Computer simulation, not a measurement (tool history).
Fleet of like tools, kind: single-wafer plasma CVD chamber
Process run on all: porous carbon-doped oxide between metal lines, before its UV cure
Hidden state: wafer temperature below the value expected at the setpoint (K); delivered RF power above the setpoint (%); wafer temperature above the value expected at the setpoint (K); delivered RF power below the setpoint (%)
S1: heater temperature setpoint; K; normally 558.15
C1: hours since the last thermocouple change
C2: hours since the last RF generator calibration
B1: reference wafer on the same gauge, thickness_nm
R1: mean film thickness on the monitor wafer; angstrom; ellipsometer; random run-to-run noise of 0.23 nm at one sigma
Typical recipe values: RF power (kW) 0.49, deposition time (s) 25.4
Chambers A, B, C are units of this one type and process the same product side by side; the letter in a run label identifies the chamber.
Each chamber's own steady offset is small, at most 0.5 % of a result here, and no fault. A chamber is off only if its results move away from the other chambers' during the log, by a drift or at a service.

{"run": "1B", "hour": 2.9, "S1": 558.15, "RF power (kW)": 0.49, "deposition time (s)": 25.4, "C1": 1809.1, "C2": 1979.6, "B1": 132.06, "R1": 1479.6}
{"run": "2C", "hour": 7.7, "S1": 558.15, "RF power (kW)": 0.49, "deposition time (s)": 25.4, "C1": 1473, "C2": 1254, "B1": 132.05, "R1": 1493.2}
{"run": "3A", "hour": 11.3, "S1": 558.15, "RF power (kW)": 0.49, "deposition time (s)": 25.4, "C1": 666.1, "C2": 38.8, "B1": 132.12, "R1": 1491}
{"run": "4B", "hour": 15.3, "S1": 558.15, "RF power (kW)": 0.49, "deposition time (s)": 25.4, "C1": 1821.5, "C2": 1992, "B1": 132.11, "R1": 1483.4}
{"run": "5C", "hour": 21.0, "S1": 558.15, "RF power (kW)": 0.49, "deposition time (s)": 25.4, "C1": 1486.3, "C2": 1267.3, "B1": 132.12, "R1": 1495.8}
{"run": "6A", "hour": 23.7, "S1": 558.15, "RF power (kW)": 0.49, "deposition time (s)": 25.4, "C1": 678.5, "C2": 51.2, "B1": 132.22, "R1": 1488.2}
{"run": "7A", "hour": 28.1, "S1": 558.15, "RF power (kW)": 0.49, "deposition time (s)": 25.4, "C1": 682.9, "C2": 55.6, "B1": 132.26, "R1": 1491.6}
{"run": "8C", "hour": 31.3, "S1": 558.15, "RF power (kW)": 0.49, "deposition time (s)": 25.4, "C1": 1496.6, "C2": 1277.6, "B1": 132.25, "R1": 1492.7}
{"run": "9B", "hour": 34.6, "S1": 558.15, "RF power (kW)": 0.49, "deposition time (s)": 25.4, "C1": 1840.8, "C2": 2011.3, "B1": 132.3, "R1": 1486}
{"run": "10C", "hour": 40.2, "S1": 558.15, "RF power (kW)": 0.49, "deposition time (s)": 25.4, "C1": 1505.5, "C2": 1286.5, "B1": 132.36, "R1": 1499.2}
{"run": "11B", "hour": 43.0, "S1": 558.15, "RF power (kW)": 0.49, "deposition time (s)": 25.4, "C1": 1849.2, "C2": 2019.7, "B1": 132.39, "R1": 1487.9}
{"run": "12A", "hour": 46.4, "S1": 558.15, "RF power (kW)": 0.49, "deposition time (s)": 25.4, "C1": 701.2, "C2": 73.9, "B1": 132.45, "R1": 1494}
{"run": "13B", "hour": 49.9, "S1": 552.15, "RF power (kW)": 0.49, "deposition time (s)": 25.4, "C1": 1856.1, "C2": 2026.6, "B1": 132.48, "R1": 1545.6}
{"run": "14C", "hour": 52.6, "S1": 552.15, "RF power (kW)": 0.49, "deposition time (s)": 25.4, "C1": 1517.9, "C2": 1298.9, "B1": 132.48, "R1": 1552.6}
{"run": "15A", "hour": 55.3, "S1": 552.15, "RF power (kW)": 0.49, "deposition time (s)": 25.4, "C1": 710.1, "C2": 82.8, "B1": 132.49, "R1": 1546.7}
{"run": "16B", "hour": 60.4, "S1": 558.15, "RF power (kW)": 0.49, "deposition time (s)": 25.4, "C1": 1866.6, "C2": 2037.1, "B1": 132.54, "R1": 1489.6}
{"run": "17C", "hour": 65.5, "S1": 558.15, "RF power (kW)": 0.49, "deposition time (s)": 25.4, "C1": 1530.8, "C2": 1311.8, "B1": 132.58, "R1": 1501.1}
{"run": "18A", "hour": 68.2, "S1": 558.15, "RF power (kW)": 0.49, "deposition time (s)": 25.4, "C1": 723, "C2": 95.7, "B1": 132.61, "R1": 1493.9}
{"run": "19C", "hour": 72.9, "S1": 558.15, "RF power (kW)": 0.49, "deposition time (s)": 25.4, "C1": 1538.2, "C2": 1319.2, "B1": 132.6, "R1": 1500.9}
{"run": "20A", "hour": 76.6, "S1": 558.15, "RF power (kW)": 0.49, "deposition time (s)": 25.4, "C1": 731.4, "C2": 104.1, "B1": 132.7, "R1": 1493.6}
{"run": "21B", "hour": 79.3, "S1": 558.15, "RF power (kW)": 0.49, "deposition time (s)": 25.4, "C1": 1885.5, "C2": 2056, "B1": 132.66, "R1": 1488.2}
{"run": "22B", "hour": 84.7, "S1": 558.15, "RF power (kW)": 0.49, "deposition time (s)": 25.4, "C1": 1890.9, "C2": 2061.4, "B1": 132.74, "R1": 1489.7}
{"run": "23A", "hour": 87.3, "S1": 558.15, "RF power (kW)": 0.49, "deposition time (s)": 25.4, "C1": 742.1, "C2": 114.8, "B1": 132.72, "R1": 1495.1}
{"run": "24C", "hour": 93.0, "S1": 558.15, "RF power (kW)": 0.58, "deposition time (s)": 27.8, "C1": 1558.3, "C2": 1339.3, "B1": 132.86, "R1": 1836}

Decide between three cases: one chamber stands off from its peers, the gauge reading all wafers drifts, or nothing is wrong past each chamber's small offset. Where a chamber is off, say which and what most likely put it there.

The gauge drifts, so all chambers seem to drift together. No chamber is off.
Likeliest cause: gauge reads high (%) = 0.651.

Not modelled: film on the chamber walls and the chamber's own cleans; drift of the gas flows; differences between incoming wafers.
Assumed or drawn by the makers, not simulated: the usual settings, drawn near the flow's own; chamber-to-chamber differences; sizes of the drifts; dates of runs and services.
